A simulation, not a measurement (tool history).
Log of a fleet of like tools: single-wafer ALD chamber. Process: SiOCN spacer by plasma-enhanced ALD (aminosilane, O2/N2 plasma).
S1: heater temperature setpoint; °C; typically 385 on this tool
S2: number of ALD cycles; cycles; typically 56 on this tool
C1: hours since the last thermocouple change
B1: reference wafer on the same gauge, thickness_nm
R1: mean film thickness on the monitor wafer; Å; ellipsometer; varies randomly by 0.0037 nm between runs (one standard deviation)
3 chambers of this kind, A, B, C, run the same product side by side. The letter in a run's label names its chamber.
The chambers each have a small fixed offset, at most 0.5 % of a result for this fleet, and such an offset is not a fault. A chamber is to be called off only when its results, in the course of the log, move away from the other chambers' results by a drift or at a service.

run	hour	S1	S2	C1	B1	R1
1C	4.2	385	56	1229.9	2.9602	33.990
2A	8.1	385	56	2548.4	2.9611	33.794
3B	10.5	385	56	1170.3	2.9615	33.827
# hour 12.6: chamber A: thermocouple changed; heater temperature recalibrated
4A	13.2	385	56	0.6	2.9627	33.843
5B	15.6	385	56	1175.4	2.9626	33.825
6C	18.0	385	56	1243.7	2.9626	34.001
7C	22.1	398	48	1247.8	2.9641	29.056
8A	25.3	398	48	12.7	2.9629	29.021
9B	27.7	398	48	1187.5	2.9637	28.972
10C	30.1	385	49	1255.8	2.9637	29.775
11A	33.8	385	49	21.2	2.9657	29.582
12B	35.8	385	49	1195.6	2.9655	29.633
13C	39.9	385	56	1265.6	2.9656	34.024
14A	43.6	385	56	31.0	2.9659	33.869
15B	47.1	385	56	1206.9	2.9662	33.843
16A	50.0	385	56	37.4	2.9672	33.837
17B	53.4	385	56	1213.2	2.9675	33.883
18C	56.8	385	56	1282.5	2.9685	33.985
19C	59.7	385	56	1285.4	2.9675	34.051
20B	63.5	385	56	1223.3	2.9692	33.926
21A	65.4	372	49	52.8	2.9688	29.720
22A	67.5	372	49	54.9	2.9696	29.629
23B	70.5	372	49	1230.3	2.9694	29.646
24C	74.4	385	56	1300.1	2.9704	34.024
25C	78.6	397	65	1304.3	2.9697	39.544
26B	81.2	397	65	1241.0	2.9712	39.387
27A	84.9	397	65	72.3	2.9722	39.303
28A	88.2	385	56	75.6	2.9717	33.939
29C	92.0	380	56	1317.7	2.9726	34.074

The same settings go to every chamber for the next run, one line per chamber below. Forecast the results for each:
30A	95.1	385	56			?
30B	95.1	385	56			?
30C	95.1	385	56			?

run	R1
30A	34.023
30B	33.919
30C	34.080

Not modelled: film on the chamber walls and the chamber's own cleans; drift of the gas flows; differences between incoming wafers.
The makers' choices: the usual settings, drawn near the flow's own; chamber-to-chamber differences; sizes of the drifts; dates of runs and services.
